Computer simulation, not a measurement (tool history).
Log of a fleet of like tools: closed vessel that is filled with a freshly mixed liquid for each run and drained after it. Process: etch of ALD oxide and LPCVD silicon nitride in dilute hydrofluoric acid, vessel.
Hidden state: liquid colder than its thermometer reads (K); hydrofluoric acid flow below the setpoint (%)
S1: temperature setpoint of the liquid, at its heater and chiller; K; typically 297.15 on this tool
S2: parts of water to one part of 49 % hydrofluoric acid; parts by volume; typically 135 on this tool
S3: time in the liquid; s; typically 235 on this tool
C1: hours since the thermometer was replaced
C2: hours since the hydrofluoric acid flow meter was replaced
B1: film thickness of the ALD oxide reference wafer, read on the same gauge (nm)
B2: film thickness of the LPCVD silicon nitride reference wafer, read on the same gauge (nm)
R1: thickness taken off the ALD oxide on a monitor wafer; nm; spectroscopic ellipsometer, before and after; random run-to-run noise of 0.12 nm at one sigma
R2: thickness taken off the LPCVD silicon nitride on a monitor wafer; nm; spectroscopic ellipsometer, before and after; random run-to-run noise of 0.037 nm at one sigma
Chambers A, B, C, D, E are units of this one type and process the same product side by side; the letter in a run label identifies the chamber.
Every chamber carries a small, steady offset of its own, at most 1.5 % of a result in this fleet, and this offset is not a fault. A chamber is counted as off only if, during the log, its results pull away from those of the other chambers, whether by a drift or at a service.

run   hour      S1   S2   S3      C1      C2      B1      B2      R1       R2
 1A    2.5  297.15  135  235  1955.1   478.6  140.02  89.995  16.242  0.84321
 2D    5.8  297.15  135  235  2249.6   144.6  140.00  89.994  16.419  0.78923
 3C    8.0  297.15  135  235   932.2   236.6  140.02  90.004  16.374  0.78712
 4E   12.3  297.15  135  235  2530.1    80.5  140.00  89.998  16.299  0.92086
 5B   14.6  297.15  135  235  2247.7   935.5  140.00  90.015  16.557  0.85308
 6B   18.5  297.15  135  330  2251.6   939.4  140.01  89.980  22.980  1.20910
 7A   20.6  297.15  135  330  1973.2   496.7  140.00  89.982  22.718  1.13890
 8D   23.3  297.15  135  330  2267.1   162.1  140.01  89.962  23.092  1.20020
 9C   26.5  297.15  135  330   950.7   255.1  140.01  90.018  22.915  1.17800
10E   30.6  297.15  135  330  2548.4    98.8  140.01  89.993  22.659  1.18830
11A   34.7  297.15  135  235  1987.3   510.8  140.02  90.008  16.279  0.80804
12C   39.0  297.15  135  235   963.2   267.6  140.02  89.997  16.211  0.82338
13D   43.2  297.15  135  235  2287.0   182.0  140.00  90.007  16.301  0.74083
14B   46.7  297.15  135  235  2279.8   967.6  139.99  90.014  16.359  0.82032
      47.1  -- chamber A: hydrofluoric acid flow meter replaced
15E   49.7  297.15  135  235  2567.5   117.9  140.01  89.983  16.398  0.80817
16E   53.3  297.15  135  235  2571.1   121.5  140.00  89.989  16.379  0.84932
17A   56.5  297.15  135  235  2009.1     9.4  139.99  89.981  16.483  0.80808
18D   58.9  297.15   85  235  2302.7   197.7  140.00  89.975  28.069  1.28930
19B   61.0  297.15   85  235  2294.1   981.9  140.02  89.956  27.875  1.34050
20C   63.3  297.15   85  235   987.5   291.9  140.01  90.007  27.204  1.37720
21E   67.2  297.15   85  235  2585.0   135.4  140.00  90.000  27.268  1.35580
22A   69.9  297.15   85  235  2022.5    22.8  139.99  89.971  27.471  1.33440
23D   71.9  297.15  135  235  2315.7   210.7  140.00  90.016  16.488  0.74545
24B   75.1  302.15  110  235  2308.2   996.0  139.99  90.020  25.031  1.44170
25C   79.3  302.15  110  235  1003.5   307.9  140.01  89.978  23.917  1.38250
26C   81.6  302.15  110  235  1005.8   310.2  140.02  89.977  24.082  1.25160
27E   85.1  302.15  110  235  2602.9   153.3  140.00  90.012  25.131  1.48980
28B   89.1  302.15  110  235  2322.2  1010.0  139.99  90.022  24.845  1.48420
29D   91.2  297.15  135  235  2335.0   230.0  140.00  89.981  16.400  0.84676
30A   95.4  297.15  135  235  2048.0    48.3  140.02  90.016  16.358  0.84321
31C   98.5  297.15  135  235  1022.7   327.1  140.00  89.967  15.420  0.83393
32E  101.0  297.15  135  235  2618.8   169.2  140.00  89.980  16.414  0.83241
33D  105.1  297.15  135  235  2348.9   243.9  140.00  90.006  16.327  0.82687
34B  108.5  297.15  135  235  2341.6  1029.4  140.02  89.993  16.437  0.83405
35A  110.7  297.15  135  235  2063.3    63.6  139.99  89.989  16.352  0.80429
36D  112.8  297.15  135  235  2356.6   251.6  140.01  89.972  16.351  0.81922
37A  114.7  297.15  135  235  2067.3    67.6  139.97  89.996  16.079  0.90473

All chambers now run identical settings, listed one chamber a line with results as question marks. What results will each chamber show?
38A  117.8  297.15  135  345                   ?   ?
38B  117.8  297.15  135  345                   ?   ?
38C  117.8  297.15  135  345                   ?   ?
38D  117.8  297.15  135  345                   ?   ?
38E  117.8  297.15  135  345                   ?   ?

run      R1       R2
38A  24.136  1.15050
38B  23.738  1.19530
38C  21.981  1.15510
38D  24.363  1.25830
38E  23.673  1.18740
